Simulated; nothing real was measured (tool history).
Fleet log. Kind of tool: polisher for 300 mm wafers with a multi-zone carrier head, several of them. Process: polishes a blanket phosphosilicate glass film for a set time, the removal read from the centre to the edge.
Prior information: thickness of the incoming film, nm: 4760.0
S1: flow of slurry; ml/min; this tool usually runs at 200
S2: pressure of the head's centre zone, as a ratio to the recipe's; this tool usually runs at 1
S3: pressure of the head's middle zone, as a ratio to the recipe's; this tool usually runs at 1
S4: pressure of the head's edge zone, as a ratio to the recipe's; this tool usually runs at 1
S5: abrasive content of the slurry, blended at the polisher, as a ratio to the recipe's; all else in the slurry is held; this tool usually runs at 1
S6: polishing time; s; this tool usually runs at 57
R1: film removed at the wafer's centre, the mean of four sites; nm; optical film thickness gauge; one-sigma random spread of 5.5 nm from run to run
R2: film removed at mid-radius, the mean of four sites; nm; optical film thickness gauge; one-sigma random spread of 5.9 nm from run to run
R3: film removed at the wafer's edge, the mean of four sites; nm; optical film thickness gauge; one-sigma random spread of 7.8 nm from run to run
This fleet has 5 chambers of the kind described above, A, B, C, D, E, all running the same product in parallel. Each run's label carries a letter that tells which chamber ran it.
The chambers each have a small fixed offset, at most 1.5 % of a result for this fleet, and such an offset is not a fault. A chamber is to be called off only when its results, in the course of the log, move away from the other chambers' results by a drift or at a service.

run,hour,S1,S2,S3,S4,S5,S6,R1,R2,R3
1A,3.6,200,1,1,1,1,57,685.61,694.32,675.79
# hour 5.2: chamber A: worn pad replaced by a new one
2D,6.8,200,1,1,1,1,57,676.16,676.83,677.31
3C,11.6,200,1,1,1,1,57,677.14,678.18,680.53
# hour 13.5: chamber D: worn pad replaced by a new one
# hour 14.2: chamber C: worn pad replaced by a new one
4E,16.7,200,1,1,1,1,57,679.65,673.01,667.95
# hour 19.8: chamber C: edge zone pressure recalibrated
5B,20.1,200,1,1,1,1,57,682.2,672.94,663.2
6D,22.4,200,1,1,1,1,57,672.27,683.29,676.62
7C,25.3,250,1,1,1,1,75,927.27,900.36,898.11
8B,29.9,250,1,1,1,1,75,919.73,915.78,886.56
9E,34.9,250,1,1,1,1,75,924.75,915.24,896.3
10A,39.5,250,1,1,1,1,75,937.7,906.74,928.61
11D,42.2,250,1,1,1,1,75,912.12,903.46,906.09
12A,44.7,200,1,1,1.1,1,57,680.76,680.74,715.63
13E,48.2,200,1,1,1.1,1,57,676.31,671.3,695.99
14B,52.6,200,1,1,1.1,1,57,677.82,673.86,706.78
# hour 53: chamber E: slurry nozzle cleaned
15C,56.4,200,1,1,1.1,1,57,676.51,677.77,723.45
16E,60.9,200,1,1,1.1,1,57,680.64,674.64,718.73
17B,63.8,200,1,1,1,1,57,681.88,682.33,671.42
18D,67.9,200,1,1,1,1,57,670.55,674.77,679.96
# hour 69.5: chamber A: worn pad replaced by a new one
# hour 70.1: chamber C: worn pad replaced by a new one
19C,71.4,200,1,1,1,1,57,684.13,663.34,670.71
# hour 72: chamber A: centre zone pressure recalibrated
20A,74.6,200,1,1,1,1,57,761.7,674.61,675.97
# hour 75.9: chamber B: worn pad replaced by a new one
21D,77.8,200,1,1,1,1,57,673.99,677.28,666.97
22E,80.6,200,1,1,1,1,57,684.81,668.14,673.83
# hour 83.6: chamber D: worn pad replaced by a new one
23C,84.1,200,1,1,1,1,57,682.04,671.98,659.84
24B,89.3,200,1,1,1,1,57,683.4,669.09,677.75
25A,92.9,200,1.09,1.06,1,1,57,819.38,726.62,678.83
26D,96.3,200,1.09,1.06,1,1,57,735.92,719.9,671.54
# hour 98.5: chamber C: slurry nozzle cleaned
27E,101.1,200,1.09,1.06,1,1,57,750.13,709.13,670.33
28A,106,200,1.09,1.06,1,1,57,829.36,714.63,666.77
29B,108.9,200,1.09,1.06,1,1,57,760.15,712.53,668.08
30C,114.1,200,1,1,1,1,57,674.69,676.45,673.24
# hour 116.8: chamber E: worn pad replaced by a new one
31B,118.5,200,1,1,1,1,57,684.84,676.69,648.39
32D,121.1,200,1,1,1,1,57,677.94,675.22,674.45
33C,123.5,200,1,1,1,1,57,685.34,665.14,658.23
# hour 127: chamber C: worn pad replaced by a new one
34E,127.5,200,1,1,0.89,1.25,57,742.63,740.37,701.52
35A,131.1,200,1,1,0.89,1.25,57,824.95,736.97,685.67
# hour 132.2: chamber D: slurry nozzle cleaned
36E,135.2,200,1,1,0.89,1.25,57,741.92,737.55,694.55
37C,140,200,1,1,0.89,1.25,57,735.3,739.64,700.52
# hour 142.2: chamber D: worn pad replaced by a new one
38A,144.8,200,1,1,0.89,1.25,57,835.78,742.56,708.69
39B,148.8,200,1,1,1,1,57,689.81,663.22,664.13
40D,152.6,200,1,1,1,1,57,671.59,675.68,678.94

Predict what each chamber gives when all 5 of them run the settings below next.
41A,156.4,200,1,1,1,0.8,57,?,?,?
41B,156.4,200,1,1,1,0.8,57,?,?,?
41C,156.4,200,1,1,1,0.8,57,?,?,?
41D,156.4,200,1,1,1,0.8,57,?,?,?
41E,156.4,200,1,1,1,0.8,57,?,?,?

run,R1,R2,R3
41A,680.66,604.55,612.35
41B,613.12,609.68,603.61
41C,614.11,604.58,603.27
41D,606.08,606,598.44
41E,609.25,611.61,602.88
